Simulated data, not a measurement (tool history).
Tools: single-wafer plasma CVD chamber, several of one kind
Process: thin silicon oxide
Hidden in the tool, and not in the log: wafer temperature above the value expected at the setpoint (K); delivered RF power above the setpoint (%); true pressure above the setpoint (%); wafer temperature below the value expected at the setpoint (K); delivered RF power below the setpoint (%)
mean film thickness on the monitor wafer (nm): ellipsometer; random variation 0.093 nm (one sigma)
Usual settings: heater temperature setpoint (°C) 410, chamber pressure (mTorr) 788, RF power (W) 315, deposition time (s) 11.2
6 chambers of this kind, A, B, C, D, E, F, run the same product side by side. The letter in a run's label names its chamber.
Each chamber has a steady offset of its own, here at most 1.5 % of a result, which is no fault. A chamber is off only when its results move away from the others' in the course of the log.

run,hour,heater temperature setpoint (°C),chamber pressure (mTorr),RF power (W),deposition time (s),hours since the last thermocouple change,hours since the last RF generator calibration,hours since the last manometer calibration,"read-back reference wafer on the same gauge, thickness_nm",mean film thickness on the monitor wafer (nm)
1F,9.6,410,788,315,11.2,2346.9,305.1,1127.8,24.118,20.443
2E,19.8,410,788,315,11.2,999.5,412.2,1314.9,24.128,20.263
3C,30.1,410,788,315,11.2,2102.1,946.0,522.4,24.099,20.292
4A,38.3,410,788,315,11.2,566.8,639.5,1287.9,24.100,20.694
5D,45.2,410,788,315,11.2,940.9,97.5,599.9,24.100,20.457
6B,53.4,410,788,315,11.2,1025.3,973.5,231.5,24.107,20.452
7F,61.6,410,788,355,11.2,2398.9,357.1,1179.8,24.079,21.393
8E,68.5,410,788,355,11.2,1048.2,460.9,1363.6,24.102,21.468
9D,78.4,410,788,355,11.2,974.1,130.7,633.1,24.106,21.348
10B,86.3,410,788,355,11.2,1058.2,1006.4,264.4,24.069,21.485
11A,96.3,410,788,355,11.2,624.8,697.5,1345.9,24.122,21.753
12C,104.1,410,788,355,11.2,2176.1,1020.0,596.4,24.114,21.233
13A,113.0,410,931,315,9.6,641.5,714.2,1362.6,24.096,20.321
# hour 119.7: chamber E: thermocouple changed; heater temperature recalibrated
14F,120.0,410,931,315,9.6,2457.3,415.5,1238.2,24.070,20.297
15D,129.7,410,931,315,9.6,1025.4,182.0,684.4,24.089,20.258
# hour 131.9: chamber E: capacitance manometer re-zeroed and calibrated
16E,136.3,410,931,315,9.6,16.7,528.7,4.5,24.110,21.029
17B,147.6,410,931,315,9.6,1119.5,1067.7,325.7,24.145,20.284
18C,153.0,410,931,315,9.6,2225.0,1068.9,645.3,24.099,20.306
19B,159.7,410,788,315,11.2,1131.6,1079.8,337.8,24.079,20.519
20C,165.4,410,788,315,11.2,2237.4,1081.3,657.7,24.085,20.220
21E,175.8,419,788,255,11.2,56.2,568.2,44.0,24.100,19.360
22F,187.5,419,788,255,11.2,2524.8,483.0,1305.7,24.104,18.770
23D,192.9,419,788,255,11.2,1088.6,245.2,747.6,24.091,18.754
24A,200.8,419,788,255,11.2,729.3,802.0,1450.4,24.127,18.777
25E,210.1,419,788,255,11.2,90.5,602.5,78.3,24.112,19.375
26D,219.4,419,788,255,11.2,1115.1,271.7,774.1,24.091,18.531
# hour 221.0: chamber F: thermocouple changed; heater temperature recalibrated
27B,225.1,410,788,315,11.2,1197.0,1145.2,403.2,24.087,20.463
28C,231.5,410,788,315,11.2,2303.5,1147.4,723.8,24.083,20.301
29F,238.8,410,788,315,11.2,17.9,534.3,1357.0,24.091,20.514
30A,247.5,410,979,260,11.2,776.0,848.7,1497.1,24.108,22.909
31E,257.5,410,979,260,11.2,137.9,649.9,125.7,24.087,23.747
32A,262.9,410,979,260,11.2,791.4,864.1,1512.5,24.123,22.912
33B,269.0,410,979,260,11.2,1240.9,1189.1,447.1,24.103,22.909
34D,279.4,410,979,260,11.2,1175.1,331.7,834.1,24.124,22.577
35F,291.4,410,979,260,11.2,70.5,586.9,1409.6,24.077,22.952
36C,302.9,410,788,315,11.2,2374.9,1218.8,795.2,24.096,20.238
37B,310.7,416,788,285,11.2,1282.6,1230.8,488.8,24.087,19.620
38A,320.8,416,788,285,11.2,849.3,922.0,1570.4,24.087,19.880

Next, every chamber runs the same settings. What will each give?
39A,329.6,410,788,315,11.2,,,,,?
39B,329.6,410,788,315,11.2,,,,,?
39C,329.6,410,788,315,11.2,,,,,?
39D,329.6,410,788,315,11.2,,,,,?
39E,329.6,410,788,315,11.2,,,,,?
39F,329.6,410,788,315,11.2,,,,,?

run,mean film thickness on the monitor wafer (nm)
39A,20.653
39B,20.672
39C,20.135
39D,20.517
39E,21.323
39F,20.667

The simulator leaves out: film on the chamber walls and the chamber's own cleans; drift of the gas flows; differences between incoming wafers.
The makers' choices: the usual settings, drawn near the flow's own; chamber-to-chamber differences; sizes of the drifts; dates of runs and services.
